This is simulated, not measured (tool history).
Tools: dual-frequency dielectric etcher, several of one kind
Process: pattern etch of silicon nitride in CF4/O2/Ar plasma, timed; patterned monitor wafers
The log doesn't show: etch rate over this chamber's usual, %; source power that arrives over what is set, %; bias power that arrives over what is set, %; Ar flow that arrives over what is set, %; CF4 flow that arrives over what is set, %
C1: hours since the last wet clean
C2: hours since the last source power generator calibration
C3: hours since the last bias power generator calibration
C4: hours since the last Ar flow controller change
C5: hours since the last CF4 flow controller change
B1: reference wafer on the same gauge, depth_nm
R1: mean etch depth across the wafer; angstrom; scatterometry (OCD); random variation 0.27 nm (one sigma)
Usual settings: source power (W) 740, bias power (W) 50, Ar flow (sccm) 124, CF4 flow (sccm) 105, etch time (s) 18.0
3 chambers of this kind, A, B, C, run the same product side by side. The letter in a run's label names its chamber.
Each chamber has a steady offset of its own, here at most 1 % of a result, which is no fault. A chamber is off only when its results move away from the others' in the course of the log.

{"run": "1C", "day": 0.483, "source power (W)": 740, "bias power (W)": 50, "Ar flow (sccm)": 124, "CF4 flow (sccm)": 105, "etch time (s)": 18.0, "C1": 57.4, "C2": 726.4, "C3": 1351.9, "C4": 2740.1, "C5": 3456.1, "B1": 55.706, "R1": 466.17}
{"run": "2B", "day": 0.975, "source power (W)": 740, "bias power (W)": 50, "Ar flow (sccm)": 124, "CF4 flow (sccm)": 105, "etch time (s)": 18.0, "C1": 94.8, "C2": 1536.6, "C3": 1890.8, "C4": 1141.2, "C5": 1156.9, "B1": 55.655, "R1": 466.26}
{"run": "3A", "day": 1.362, "source power (W)": 740, "bias power (W)": 50, "Ar flow (sccm)": 124, "CF4 flow (sccm)": 105, "etch time (s)": 18.0, "C1": 472.0, "C2": 1793.9, "C3": 65.1, "C4": 358.0, "C5": 1657.1, "B1": 55.649, "R1": 472.0}
{"run": "4B", "day": 1.725, "source power (W)": 740, "bias power (W)": 50, "Ar flow (sccm)": 124, "CF4 flow (sccm)": 105, "etch time (s)": 18.0, "C1": 112.8, "C2": 1554.6, "C3": 1908.8, "C4": 1159.2, "C5": 1174.9, "B1": 55.747, "R1": 474.61}
{"run": "5A", "day": 2.133, "source power (W)": 740, "bias power (W)": 50, "Ar flow (sccm)": 124, "CF4 flow (sccm)": 105, "etch time (s)": 18.0, "C1": 490.5, "C2": 1812.4, "C3": 83.6, "C4": 376.5, "C5": 1675.6, "B1": 55.757, "R1": 471.2}
{"run": "6C", "day": 2.55, "source power (W)": 740, "bias power (W)": 50, "Ar flow (sccm)": 124, "CF4 flow (sccm)": 105, "etch time (s)": 18.0, "C1": 107.0, "C2": 776.0, "C3": 1401.5, "C4": 2789.7, "C5": 3505.7, "B1": 55.669, "R1": 468.77}
{"run": "7B", "day": 2.925, "source power (W)": 740, "bias power (W)": 50, "Ar flow (sccm)": 124, "CF4 flow (sccm)": 105, "etch time (s)": 18.0, "C1": 141.6, "C2": 1583.4, "C3": 1937.6, "C4": 1188.0, "C5": 1203.7, "B1": 55.676, "R1": 468.73}
{"run": "8A", "day": 3.292, "source power (W)": 740, "bias power (W)": 50, "Ar flow (sccm)": 149, "CF4 flow (sccm)": 105, "etch time (s)": 23.5, "C1": 518.3, "C2": 1840.2, "C3": 111.4, "C4": 404.3, "C5": 1703.4, "B1": 55.77, "R1": 599.9}
{"run": "9C", "day": 3.808, "source power (W)": 740, "bias power (W)": 50, "Ar flow (sccm)": 149, "CF4 flow (sccm)": 105, "etch time (s)": 23.5, "C1": 137.2, "C2": 806.2, "C3": 1431.7, "C4": 2819.9, "C5": 3535.9, "B1": 55.685, "R1": 589.95}
{"run": "10B", "day": 4.096, "source power (W)": 740, "bias power (W)": 50, "Ar flow (sccm)": 149, "CF4 flow (sccm)": 105, "etch time (s)": 23.5, "C1": 169.7, "C2": 1611.5, "C3": 1965.7, "C4": 1216.1, "C5": 1231.8, "B1": 55.623, "R1": 605.67}
{"run": "11C", "day": 4.425, "source power (W)": 740, "bias power (W)": 50, "Ar flow (sccm)": 124, "CF4 flow (sccm)": 105, "etch time (s)": 18.0, "C1": 152.0, "C2": 821.0, "C3": 1446.5, "C4": 2834.7, "C5": 3550.7, "B1": 55.639, "R1": 460.83}
{"day": 4.75, "done": "chamber A: wet clean of the chamber"}
{"run": "12A", "day": 4.95, "source power (W)": 740, "bias power (W)": 50, "Ar flow (sccm)": 124, "CF4 flow (sccm)": 105, "etch time (s)": 18.0, "C1": 4.9, "C2": 1880.0, "C3": 151.2, "C4": 444.1, "C5": 1743.2, "B1": 55.735, "R1": 471.66}
{"day": 5.038, "done": "chamber A: CF4 flow controller replaced"}
{"run": "13A", "day": 5.254, "source power (W)": 740, "bias power (W)": 50, "Ar flow (sccm)": 124, "CF4 flow (sccm)": 105, "etch time (s)": 18.0, "C1": 12.2, "C2": 1887.3, "C3": 158.5, "C4": 451.4, "C5": 5.3, "B1": 55.711, "R1": 472.17}
{"run": "14C", "day": 5.729, "source power (W)": 670, "bias power (W)": 50, "Ar flow (sccm)": 124, "CF4 flow (sccm)": 105, "etch time (s)": 15.0, "C1": 183.3, "C2": 852.3, "C3": 1477.8, "C4": 2866.0, "C5": 3582.0, "B1": 55.77, "R1": 355.85}
{"run": "15B", "day": 6.025, "source power (W)": 670, "bias power (W)": 50, "Ar flow (sccm)": 124, "CF4 flow (sccm)": 105, "etch time (s)": 15.0, "C1": 216.0, "C2": 1657.8, "C3": 2012.0, "C4": 1262.4, "C5": 1278.1, "B1": 55.695, "R1": 367.37}
{"run": "16A", "day": 6.567, "source power (W)": 670, "bias power (W)": 50, "Ar flow (sccm)": 124, "CF4 flow (sccm)": 105, "etch time (s)": 15.0, "C1": 43.7, "C2": 1918.8, "C3": 190.0, "C4": 482.9, "C5": 36.8, "B1": 55.698, "R1": 356.74}
{"run": "17C", "day": 6.833, "source power (W)": 670, "bias power (W)": 50, "Ar flow (sccm)": 124, "CF4 flow (sccm)": 105, "etch time (s)": 22.5, "C1": 209.8, "C2": 878.8, "C3": 1504.3, "C4": 2892.5, "C5": 3608.5, "B1": 55.654, "R1": 530.74}
{"run": "18B", "day": 7.192, "source power (W)": 670, "bias power (W)": 50, "Ar flow (sccm)": 124, "CF4 flow (sccm)": 105, "etch time (s)": 22.5, "C1": 244.0, "C2": 1685.8, "C3": 2040.0, "C4": 1290.4, "C5": 1306.1, "B1": 55.659, "R1": 554.95}
{"run": "19C", "day": 7.471, "source power (W)": 670, "bias power (W)": 50, "Ar flow (sccm)": 124, "CF4 flow (sccm)": 105, "etch time (s)": 22.5, "C1": 225.1, "C2": 894.1, "C3": 1519.6, "C4": 2907.8, "C5": 3623.8, "B1": 55.676, "R1": 532.57}
{"run": "20B", "day": 7.762, "source power (W)": 740, "bias power (W)": 50, "Ar flow (sccm)": 124, "CF4 flow (sccm)": 105, "etch time (s)": 18.0, "C1": 257.7, "C2": 1699.5, "C3": 2053.7, "C4": 1304.1, "C5": 1319.8, "B1": 55.679, "R1": 486.59}
{"run": "21A", "day": 8.021, "source power (W)": 740, "bias power (W)": 59, "Ar flow (sccm)": 124, "CF4 flow (sccm)": 105, "etch time (s)": 18.0, "C1": 78.6, "C2": 1953.7, "C3": 224.9, "C4": 517.8, "C5": 71.7, "B1": 55.665, "R1": 500.06}
{"run": "22A", "day": 8.488, "source power (W)": 740, "bias power (W)": 59, "Ar flow (sccm)": 124, "CF4 flow (sccm)": 105, "etch time (s)": 18.0, "C1": 89.8, "C2": 1964.9, "C3": 236.1, "C4": 529.0, "C5": 82.9, "B1": 55.713, "R1": 501.0}
{"run": "23C", "day": 8.992, "source power (W)": 740, "bias power (W)": 59, "Ar flow (sccm)": 124, "CF4 flow (sccm)": 105, "etch time (s)": 18.0, "C1": 261.6, "C2": 930.6, "C3": 1556.1, "C4": 2944.3, "C5": 3660.3, "B1": 55.706, "R1": 499.78}
{"day": 9.004, "done": "chamber C: bias power generator calibrated"}
{"day": 9.175, "done": "chamber B: bias power generator calibrated"}
{"run": "24B", "day": 9.396, "source power (W)": 740, "bias power (W)": 50, "Ar flow (sccm)": 136, "CF4 flow (sccm)": 105, "etch time (s)": 18.0, "C1": 296.9, "C2": 1738.7, "C3": 5.3, "C4": 1343.3, "C5": 1359.0, "B1": 55.672, "R1": 486.26}
{"run": "25B", "day": 9.812, "source power (W)": 740, "bias power (W)": 50, "Ar flow (sccm)": 136, "CF4 flow (sccm)": 105, "etch time (s)": 18.0, "C1": 306.9, "C2": 1748.7, "C3": 15.3, "C4": 1353.3, "C5": 1369.0, "B1": 55.673, "R1": 484.19}
{"run": "26C", "day": 10.292, "source power (W)": 740, "bias power (W)": 50, "Ar flow (sccm)": 136, "CF4 flow (sccm)": 105, "etch time (s)": 18.0, "C1": 292.8, "C2": 961.8, "C3": 31.0, "C4": 2975.5, "C5": 3691.5, "B1": 55.728, "R1": 460.91}

All 3 chambers run these settings next. Forecast each chamber's results:
{"run": "27A", "day": 10.679, "source power (W)": 740, "bias power (W)": 50, "Ar flow (sccm)": 140, "CF4 flow (sccm)": 105, "etch time (s)": 18.0, "R1": "?"}
{"run": "27B", "day": 10.679, "source power (W)": 740, "bias power (W)": 50, "Ar flow (sccm)": 140, "CF4 flow (sccm)": 105, "etch time (s)": 18.0, "R1": "?"}
{"run": "27C", "day": 10.679, "source power (W)": 740, "bias power (W)": 50, "Ar flow (sccm)": 140, "CF4 flow (sccm)": 105, "etch time (s)": 18.0, "R1": "?"}

run=27A R1=465.82
run=27B R1=484.04
run=27C R1=464.23
